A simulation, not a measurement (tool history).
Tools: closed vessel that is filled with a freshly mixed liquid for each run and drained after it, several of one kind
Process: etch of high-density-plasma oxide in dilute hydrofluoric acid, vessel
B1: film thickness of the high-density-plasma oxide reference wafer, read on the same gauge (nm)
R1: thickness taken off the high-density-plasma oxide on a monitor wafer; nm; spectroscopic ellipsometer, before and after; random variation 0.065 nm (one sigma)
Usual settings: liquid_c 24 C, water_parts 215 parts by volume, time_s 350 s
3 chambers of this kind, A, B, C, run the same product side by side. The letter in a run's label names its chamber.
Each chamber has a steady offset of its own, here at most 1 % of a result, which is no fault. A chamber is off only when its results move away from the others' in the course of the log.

run 1B hour=10.4 | liquid_c=24 water_parts=215 time_s=350 | B1=140 | R1=11.852
run 2C hour=21.8 | liquid_c=24 water_parts=215 time_s=350 | B1=140 | R1=11.794
run 3A hour=32.8 | liquid_c=24 water_parts=215 time_s=350 | B1=140 | R1=11.684
run 4A hour=42.6 | liquid_c=24 water_parts=215 time_s=350 | B1=140 | R1=11.633
run 5B hour=48.8 | liquid_c=28 water_parts=215 time_s=350 | B1=139.99 | R1=13.753
run 6C hour=59.9 | liquid_c=28 water_parts=215 time_s=350 | B1=140 | R1=13.678
run 7B hour=67.2 | liquid_c=28 water_parts=215 time_s=350 | B1=140 | R1=13.628
run 8A hour=78.9 | liquid_c=24 water_parts=215 time_s=350 | B1=140.01 | R1=11.751
run 9C hour=86.5 | liquid_c=24 water_parts=215 time_s=350 | B1=140.01 | R1=11.809
run 10C hour=93.4 | liquid_c=28.5 water_parts=135 time_s=350 | B1=139.99 | R1=24.508
run 11A hour=100.3 | liquid_c=28.5 water_parts=135 time_s=350 | B1=139.98 | R1=23.765
run 12B hour=105.6 | liquid_c=28.5 water_parts=135 time_s=350 | B1=140.01 | R1=24.165
run 13B hour=111.8 | liquid_c=24 water_parts=215 time_s=350 | B1=140.01 | R1=11.992
run 14A hour=117.4 | liquid_c=24 water_parts=215 time_s=350 | B1=140 | R1=11.576
run 15C hour=128 | liquid_c=24 water_parts=215 time_s=350 | B1=140.01 | R1=11.848
run 16B hour=134.1 | liquid_c=24 water_parts=215 time_s=350 | B1=140 | R1=11.827
run 17C hour=145.5 | liquid_c=24 water_parts=215 time_s=350 | B1=140 | R1=11.834
run 18A hour=155.4 | liquid_c=24 water_parts=215 time_s=350 | B1=140 | R1=11.647
run 19B hour=162.1 | liquid_c=24 water_parts=215 time_s=350 | B1=140.01 | R1=11.888
run 20C hour=170 | liquid_c=24 water_parts=215 time_s=350 | B1=139.99 | R1=11.697
run 21A hour=178.5 | liquid_c=24 water_parts=215 time_s=350 | B1=140 | R1=11.655
run 22B hour=184.6 | liquid_c=24 water_parts=215 time_s=350 | B1=140.01 | R1=11.893
run 23C hour=193.6 | liquid_c=24 water_parts=215 time_s=350 | B1=139.99 | R1=11.675
run 24A hour=204.1 | liquid_c=27 water_parts=110 time_s=350 | B1=140.01 | R1=28.579
run 25A hour=215.6 | liquid_c=27 water_parts=110 time_s=350 | B1=140 | R1=28.421
run 26C hour=225.5 | liquid_c=27 water_parts=110 time_s=350 | B1=140.02 | R1=28.575
-- hour=231.6 chamber A: hydrofluoric acid flow meter replaced
run 27B hour=236.4 | liquid_c=24 water_parts=215 time_s=350 | B1=139.99 | R1=11.81
run 28C hour=247.6 | liquid_c=24 water_parts=215 time_s=350 | B1=140.01 | R1=11.458
run 29A hour=254.5 | liquid_c=24 water_parts=215 time_s=350 | B1=139.98 | R1=11.68
run 30B hour=261.8 | liquid_c=24 water_parts=215 time_s=350 | B1=140 | R1=11.796
run 31B hour=272.7 | liquid_c=24 water_parts=215 time_s=350 | B1=139.98 | R1=11.947
run 32A hour=281.6 | liquid_c=24 water_parts=215 time_s=350 | B1=139.99 | R1=11.692
run 33C hour=289.7 | liquid_c=24 water_parts=215 time_s=350 | B1=140 | R1=11.372
run 34A hour=298.6 | liquid_c=24 water_parts=215 time_s=350 | B1=139.99 | R1=11.552
run 35C hour=307.7 | liquid_c=24 water_parts=215 time_s=350 | B1=140 | R1=11.323
run 36B hour=319.5 | liquid_c=24 water_parts=215 time_s=350 | B1=139.99 | R1=11.947
run 37B hour=326.5 | liquid_c=24 water_parts=215 time_s=350 | B1=140 | R1=11.905
run 38C hour=332.5 | liquid_c=24 water_parts=215 time_s=350 | B1=139.99 | R1=11.354
run 39A hour=337.6 | liquid_c=26 water_parts=215 time_s=275 | B1=140 | R1=9.9159
run 40A hour=348.7 | liquid_c=26 water_parts=215 time_s=275 | B1=140 | R1=9.9035

Next, every chamber runs the same settings. What will each give?
run 41A hour=357.2 | liquid_c=24 water_parts=215 time_s=350 | R1=?
run 41B hour=357.2 | liquid_c=24 water_parts=215 time_s=350 | R1=?
run 41C hour=357.2 | liquid_c=24 water_parts=215 time_s=350 | R1=?

run=41A R1=11.611
run=41B R1=11.936
run=41C R1=11.388
